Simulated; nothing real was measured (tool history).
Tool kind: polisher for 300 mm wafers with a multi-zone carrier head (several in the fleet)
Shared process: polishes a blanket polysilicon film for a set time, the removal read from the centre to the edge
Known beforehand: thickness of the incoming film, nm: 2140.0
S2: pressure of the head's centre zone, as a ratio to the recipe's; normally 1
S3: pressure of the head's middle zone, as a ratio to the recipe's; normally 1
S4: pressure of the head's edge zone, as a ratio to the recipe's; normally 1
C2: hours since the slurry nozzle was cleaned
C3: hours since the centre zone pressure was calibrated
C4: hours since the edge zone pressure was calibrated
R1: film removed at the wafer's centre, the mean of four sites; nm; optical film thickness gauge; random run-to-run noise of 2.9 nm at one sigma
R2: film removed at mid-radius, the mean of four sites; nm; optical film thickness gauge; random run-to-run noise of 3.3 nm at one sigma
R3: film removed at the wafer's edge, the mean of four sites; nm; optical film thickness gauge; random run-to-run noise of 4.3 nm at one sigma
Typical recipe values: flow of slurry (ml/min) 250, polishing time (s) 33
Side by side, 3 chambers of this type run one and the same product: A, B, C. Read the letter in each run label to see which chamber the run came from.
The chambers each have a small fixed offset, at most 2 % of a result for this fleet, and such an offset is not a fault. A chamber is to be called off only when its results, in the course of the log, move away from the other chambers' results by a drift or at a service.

{"run": "1B", "hour": 14.4, "flow of slurry (ml/min)": 250, "S2": 1, "S3": 1, "S4": 1, "polishing time (s)": 33, "wafers polished on this pad": 743, "C2": 148.8, "C3": 898.9, "C4": 158.7, "R1": 314.73, "R2": 313.04, "R3": 305.62}
{"hour": 18.5, "done": "chamber B: worn pad replaced by a new one"}
{"run": "2C", "hour": 29.2, "flow of slurry (ml/min)": 250, "S2": 1, "S3": 1, "S4": 1, "polishing time (s)": 33, "wafers polished on this pad": 531, "C2": 110.1, "C3": 834.9, "C4": 718.0, "R1": 310.57, "R2": 315.84, "R3": 303.04}
{"run": "3A", "hour": 41.2, "flow of slurry (ml/min)": 250, "S2": 1, "S3": 1, "S4": 1, "polishing time (s)": 33, "wafers polished on this pad": 1344, "C2": 334.9, "C3": 1046.1, "C4": 887.6, "R1": 314.08, "R2": 312.59, "R3": 309.32}
{"run": "4B", "hour": 48.3, "flow of slurry (ml/min)": 250, "S2": 1, "S3": 1, "S4": 1, "polishing time (s)": 33, "wafers polished on this pad": 379, "C2": 182.7, "C3": 932.8, "C4": 192.6, "R1": 313.42, "R2": 317.85, "R3": 311.93}
{"run": "5C", "hour": 58.1, "flow of slurry (ml/min)": 250, "S2": 1, "S3": 1, "S4": 1, "polishing time (s)": 33, "wafers polished on this pad": 898, "C2": 139.0, "C3": 863.8, "C4": 746.9, "R1": 311.64, "R2": 315.31, "R3": 303.02}
{"run": "6A", "hour": 68.9, "flow of slurry (ml/min)": 250, "S2": 1, "S3": 1, "S4": 1, "polishing time (s)": 44, "wafers polished on this pad": 1696, "C2": 362.6, "C3": 1073.8, "C4": 915.3, "R1": 419.0, "R2": 416.38, "R3": 424.29}
{"run": "7B", "hour": 80.4, "flow of slurry (ml/min)": 250, "S2": 1, "S3": 1, "S4": 1, "polishing time (s)": 44, "wafers polished on this pad": 787, "C2": 214.8, "C3": 964.9, "C4": 224.7, "R1": 409.96, "R2": 413.71, "R3": 408.79}
{"hour": 91.3, "done": "chamber B: worn pad replaced by a new one"}
{"run": "8C", "hour": 95.3, "flow of slurry (ml/min)": 250, "S2": 1, "S3": 1, "S4": 1, "polishing time (s)": 44, "wafers polished on this pad": 1371, "C2": 176.2, "C3": 901.0, "C4": 784.1, "R1": 415.03, "R2": 408.33, "R3": 417.83}
{"hour": 105.3, "done": "chamber C: worn pad replaced by a new one"}
{"run": "9A", "hour": 108.2, "flow of slurry (ml/min)": 305, "S2": 1, "S3": 1, "S4": 1, "polishing time (s)": 33, "wafers polished on this pad": 2195, "C2": 401.9, "C3": 1113.1, "C4": 954.6, "R1": 322.02, "R2": 312.24, "R3": 314.67}
{"run": "10B", "hour": 117.4, "flow of slurry (ml/min)": 305, "S2": 1, "S3": 1, "S4": 1, "polishing time (s)": 33, "wafers polished on this pad": 332, "C2": 251.8, "C3": 1001.9, "C4": 261.7, "R1": 319.41, "R2": 318.56, "R3": 322.69}
{"run": "11A", "hour": 127.2, "flow of slurry (ml/min)": 305, "S2": 1, "S3": 1, "S4": 1, "polishing time (s)": 33, "wafers polished on this pad": 2437, "C2": 420.9, "C3": 1132.1, "C4": 973.6, "R1": 317.94, "R2": 313.83, "R3": 312.43}
{"hour": 134.4, "done": "chamber C: centre zone pressure recalibrated"}
{"run": "12C", "hour": 137.8, "flow of slurry (ml/min)": 250, "S2": 1, "S3": 1, "S4": 1, "polishing time (s)": 33, "wafers polished on this pad": 413, "C2": 218.7, "C3": 3.5, "C4": 826.6, "R1": 305.87, "R2": 308.9, "R3": 307.91}
{"hour": 143.1, "done": "chamber C: slurry nozzle cleaned"}
{"run": "13B", "hour": 151.3, "flow of slurry (ml/min)": 250, "S2": 1, "S3": 1, "S4": 1, "polishing time (s)": 33, "wafers polished on this pad": 763, "C2": 285.7, "C3": 1035.8, "C4": 295.6, "R1": 316.61, "R2": 312.05, "R3": 309.24}
{"hour": 152.1, "done": "chamber B: worn pad replaced by a new one"}
{"run": "14A", "hour": 166.0, "flow of slurry (ml/min)": 250, "S2": 1, "S3": 1, "S4": 1, "polishing time (s)": 33, "wafers polished on this pad": 2930, "C2": 459.7, "C3": 1170.9, "C4": 1012.4, "R1": 308.57, "R2": 300.08, "R3": 308.7}
{"run": "15C", "hour": 178.5, "flow of slurry (ml/min)": 250, "S2": 1, "S3": 1, "S4": 1, "polishing time (s)": 33, "wafers polished on this pad": 930, "C2": 35.4, "C3": 44.2, "C4": 867.3, "R1": 313.12, "R2": 312.0, "R3": 307.64}
{"hour": 183.3, "done": "chamber A: edge zone pressure recalibrated"}
{"run": "16C", "hour": 193.3, "flow of slurry (ml/min)": 250, "S2": 1, "S3": 1, "S4": 1, "polishing time (s)": 33, "wafers polished on this pad": 1118, "C2": 50.2, "C3": 59.0, "C4": 882.1, "R1": 308.38, "R2": 311.68, "R3": 310.83}
{"run": "17A", "hour": 200.6, "flow of slurry (ml/min)": 250, "S2": 1, "S3": 1, "S4": 1, "polishing time (s)": 33, "wafers polished on this pad": 3369, "C2": 494.3, "C3": 1205.5, "C4": 17.3, "R1": 296.74, "R2": 293.75, "R3": 300.0}
{"hour": 209.3, "done": "chamber C: worn pad replaced by a new one"}
{"run": "18B", "hour": 210.4, "flow of slurry (ml/min)": 250, "S2": 1, "S3": 1, "S4": 1, "polishing time (s)": 33, "wafers polished on this pad": 740, "C2": 344.8, "C3": 1094.9, "C4": 354.7, "R1": 309.96, "R2": 311.82, "R3": 303.26}
{"hour": 213.0, "done": "chamber B: worn pad replaced by a new one"}
{"hour": 219.0, "done": "chamber A: centre zone pressure recalibrated"}
{"run": "19C", "hour": 221.9, "flow of slurry (ml/min)": 250, "S2": 1, "S3": 1, "S4": 1, "polishing time (s)": 33, "wafers polished on this pad": 160, "C2": 78.8, "C3": 87.6, "C4": 910.7, "R1": 311.94, "R2": 313.05, "R3": 305.62}
{"run": "20B", "hour": 235.7, "flow of slurry (ml/min)": 250, "S2": 1, "S3": 1, "S4": 1, "polishing time (s)": 33, "wafers polished on this pad": 289, "C2": 370.1, "C3": 1120.2, "C4": 380.0, "R1": 311.1, "R2": 312.39, "R3": 311.46}
{"run": "21A", "hour": 242.9, "flow of slurry (ml/min)": 250, "S2": 1, "S3": 1, "S4": 1, "polishing time (s)": 33, "wafers polished on this pad": 3906, "C2": 536.6, "C3": 24.0, "C4": 59.6, "R1": 296.9, "R2": 291.09, "R3": 293.0}
{"run": "22B", "hour": 250.8, "flow of slurry (ml/min)": 250, "S2": 1, "S3": 1, "S4": 1, "polishing time (s)": 33, "wafers polished on this pad": 480, "C2": 385.2, "C3": 1135.3, "C4": 395.1, "R1": 311.37, "R2": 311.5, "R3": 310.48}
{"hour": 256.6, "done": "chamber A: slurry nozzle cleaned"}
{"run": "23A", "hour": 262.8, "flow of slurry (ml/min)": 250, "S2": 1, "S3": 1, "S4": 1, "polishing time (s)": 33, "wafers polished on this pad": 4159, "C2": 6.3, "C3": 43.9, "C4": 79.5, "R1": 288.81, "R2": 285.58, "R3": 294.65}
{"run": "24C", "hour": 272.3, "flow of slurry (ml/min)": 250, "S2": 1, "S3": 1, "S4": 1, "polishing time (s)": 33, "wafers polished on this pad": 800, "C2": 129.2, "C3": 138.0, "C4": 961.1, "R1": 310.6, "R2": 314.96, "R3": 313.84}

The same settings go to every chamber for the next run, one line per chamber below. Forecast the results for each:
{"run": "25A", "hour": 283.6, "flow of slurry (ml/min)": 250, "S2": 1, "S3": 1, "S4": 1, "polishing time (s)": 33, "R1": "?", "R2": "?", "R3": "?"}
{"run": "25B", "hour": 283.6, "flow of slurry (ml/min)": 250, "S2": 1, "S3": 1, "S4": 1, "polishing time (s)": 33, "R1": "?", "R2": "?", "R3": "?"}
{"run": "25C", "hour": 283.6, "flow of slurry (ml/min)": 250, "S2": 1, "S3": 1, "S4": 1, "polishing time (s)": 33, "R1": "?", "R2": "?", "R3": "?"}

run=25A R1=289.15 R2=288.46 R3=291.16
run=25B R1=315.00 R2=309.52 R3=302.68
run=25C R1=317.96 R2=310.56 R3=312.47

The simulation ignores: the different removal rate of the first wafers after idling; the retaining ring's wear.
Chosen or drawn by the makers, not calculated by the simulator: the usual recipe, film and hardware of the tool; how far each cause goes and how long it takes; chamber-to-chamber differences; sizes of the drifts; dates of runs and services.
